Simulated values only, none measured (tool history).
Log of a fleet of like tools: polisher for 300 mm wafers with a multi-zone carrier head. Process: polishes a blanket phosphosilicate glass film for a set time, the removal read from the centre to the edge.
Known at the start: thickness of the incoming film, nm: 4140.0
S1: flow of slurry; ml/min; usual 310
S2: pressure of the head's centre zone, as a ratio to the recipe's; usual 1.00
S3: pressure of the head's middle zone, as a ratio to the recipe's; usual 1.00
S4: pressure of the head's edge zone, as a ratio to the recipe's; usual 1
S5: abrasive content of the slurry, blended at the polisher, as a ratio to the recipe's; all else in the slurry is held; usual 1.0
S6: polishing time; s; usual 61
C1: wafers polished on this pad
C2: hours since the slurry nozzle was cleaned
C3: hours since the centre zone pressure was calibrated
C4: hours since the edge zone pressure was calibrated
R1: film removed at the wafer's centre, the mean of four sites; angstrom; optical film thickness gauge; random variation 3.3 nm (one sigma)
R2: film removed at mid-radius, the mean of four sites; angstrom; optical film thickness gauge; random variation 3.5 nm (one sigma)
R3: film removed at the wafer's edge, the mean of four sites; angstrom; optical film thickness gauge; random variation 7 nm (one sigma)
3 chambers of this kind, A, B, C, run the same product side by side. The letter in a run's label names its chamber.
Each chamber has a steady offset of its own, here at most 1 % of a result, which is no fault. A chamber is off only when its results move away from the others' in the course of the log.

run   hour   S1    S2    S3  S4   S5  S6    C1     C2      C3     C4      R1      R2      R3
       3.7  -- chamber B: slurry nozzle cleaned
 1B   10.1  310  1.00  1.00   1  1.0  61   679    6.5   992.8  147.0  5098.0  5121.8  5279.3
      13.7  -- chamber B: worn pad replaced by a new one
 2A   16.6  310  1.00  1.00   1  1.0  61   364  180.7   884.5  797.6  5079.4  5170.0  5125.6
 3C   21.9  310  1.00  1.00   1  1.0  61   782  183.6   265.6  370.4  5104.4  5171.3  5173.1
 4C   31.6  310  1.00  1.00   1  1.0  61   900  193.3   275.3  380.1  5102.2  5142.8  5172.0
 5B   37.7  310  1.00  1.00   1  1.0  49   293   34.1  1020.4  174.6  4108.0  4092.1  4077.0
 6A   44.0  310  1.00  1.00   1  1.0  49   698  208.1   911.9  825.0  4103.7  4141.6  4109.0
      44.1  -- chamber A: worn pad replaced by a new one
 7A   52.5  310  1.00  1.00   1  1.0  49   102  216.6   920.4  833.5  4043.7  4190.2  4111.0
 8C   57.5  310  1.00  1.00   1  1.0  61  1216  219.2   301.2  406.0  5127.8  5104.9  5234.5
 9B   62.5  310  1.00  1.00   1  1.0  61   595   58.9  1045.2  199.4  5096.6  5081.6  5203.9
      65.3  -- chamber C: worn pad replaced by a new one
10C   69.7  310  1.00  1.00   1  1.0  61    53  231.4   313.4  418.2  5133.0  5142.1  5178.1
      74.1  -- chamber B: worn pad replaced by a new one
11B   75.5  310  1.00  1.00   1  1.0  61    17   71.9  1058.2  212.4  5116.3  5088.6  5141.2
12A   83.0  310  1.00  1.00   1  1.0  61   474  247.1   950.9  864.0  5057.2  5103.3  5045.5
13C   88.0  310  1.00  1.00   1  1.0  61   276  249.7   331.7  436.5  5195.6  5143.5  5195.7
      96.4  -- chamber A: centre zone pressure recalibrated
14B   97.3  310  1.00  1.00   1  1.0  61   283   93.7  1080.0  234.2  5161.3  5084.0  5218.3
15A  104.5  310  1.00  1.00   1  1.0  61   736  268.6     8.1  885.5  5115.0  5180.7  5002.8
     111.1  -- chamber A: worn pad replaced by a new one
16B  111.5  310  1.00  1.00   1  1.0  61   456  107.9  1094.2  248.4  5123.3  5123.8  5250.0
17C  120.1  310  1.00  1.00   1  1.0  61   667  281.8   363.8  468.6  5116.6  5114.9  5057.8
18A  126.8  310  1.00  1.00   1  1.0  61   191  290.9    30.4  907.8  5077.7  5201.6  5162.4
19B  134.4  310  1.00  1.00   1  1.0  61   735  130.8  1117.1  271.3  5109.7  5085.6  5113.8
20C  142.0  405  1.00  1.08   1  1.0  61   934  303.7   385.7  490.5  5287.1  5660.1  5208.9
     145.2  -- chamber B: worn pad replaced by a new one
21A  146.4  405  1.00  1.08   1  1.0  61   430  310.5    50.0  927.4  5231.4  5687.2  5233.2
     153.3  -- chamber C: worn pad replaced by a new one
22A  156.0  405  1.00  1.08   1  1.0  61   546  320.1    59.6  937.0  5205.5  5641.9  5287.2
23C  164.4  310  1.00  1.00   1  1.0  61   135  326.1   408.1  512.9  5133.5  5111.9  5132.8
24B  173.6  310  1.00  1.00   1  1.0  61   346  170.0  1156.3  310.5  5129.7  5119.3  5285.5
     174.9  -- chamber A: worn pad replaced by a new one
     180.8  -- chamber A: edge zone pressure recalibrated
25A  181.8  310  1.00  1.00   1  1.0  61    84  345.9    85.4    1.0  5074.8  5128.4  5074.2
26C  191.2  310  1.00  1.00   1  1.0  61   462  352.9   434.9  539.7  5115.7  5126.6  5209.1
27B  200.3  310  1.00  1.00   1  1.0  61   672  196.7  1183.0  337.2  5156.9  5067.1  5224.3
     205.6  -- chamber B: worn pad replaced by a new one
28C  206.5  310  1.00  1.00   1  1.0  61   648  368.2   450.2  555.0  5199.4  5145.4  5262.0
29A  216.5  310  1.00  1.00   1  1.0  61   506  380.6   120.1   35.7  5058.2  5158.4  5124.6
30B  220.9  310  1.00  1.00   1  1.0  61   186  217.3  1203.6  357.8  5133.9  5097.2  5288.0
31C  230.9  310  1.00  1.00   1  1.0  61   945  392.6   474.6  579.4  5118.9  5088.3  5222.0
     236.1  -- chamber A: slurry nozzle cleaned
32A  237.3  310  1.00  1.00   1  1.0  61   760    1.3   140.9   56.5  5092.6  5132.9  5167.8
     241.6  -- chamber A: worn pad replaced by a new one
33B  244.6  310  1.00  1.00   1  1.0  61   475  241.0  1227.3  381.5  5133.7  5133.4  5199.1
34C  252.4  310  1.00  1.00   1  1.0  61  1207  414.1   496.1  600.9  5151.7  5114.9  5224.0
35A  261.4  310  1.00  1.00   1  1.0  61   241   25.4   165.0   80.6  5131.2  5136.6  5153.5
     265.7  -- chamber C: worn pad replaced by a new one
36B  269.0  310  1.00  1.00   1  1.0  61   772  265.4  1251.7  405.9  5145.0  5140.7  5069.0
37A  277.4  310  1.00  1.00   1  1.0  61   436   41.4   181.0   96.6  5143.5  5175.7  5127.7
     281.9  -- chamber B: worn pad replaced by a new one
38C  286.3  310  1.00  1.00   1  1.0  61   251  448.0   530.0  634.8  5141.4  5057.5  5232.8
     292.3  -- chamber C: slurry nozzle cleaned
39B  295.1  310  1.00  1.00   1  1.0  61   161  291.5  1277.8  432.0  5139.9  5058.3  5138.4
40B  305.0  310  1.00  1.00   1  1.0  61   281  301.4  1287.7  441.9  5150.8  5083.0  5027.8
     307.0  -- chamber A: worn pad replaced by a new one
41C  314.6  310  1.00  1.00   1  1.0  61   595   22.4   558.3  663.1  5144.4  5109.1  5253.2
42A  323.6  310  0.91  1.00   1  0.8  61   202   87.6   227.2  142.8  4161.2  4622.2  4578.5

Is one chamber off against the others, does the gauge drift, or is nothing wrong? If a chamber is off, say which, and what the likeliest cause is.

No chamber stands off beyond its own small offset, and the gauge holds steady.

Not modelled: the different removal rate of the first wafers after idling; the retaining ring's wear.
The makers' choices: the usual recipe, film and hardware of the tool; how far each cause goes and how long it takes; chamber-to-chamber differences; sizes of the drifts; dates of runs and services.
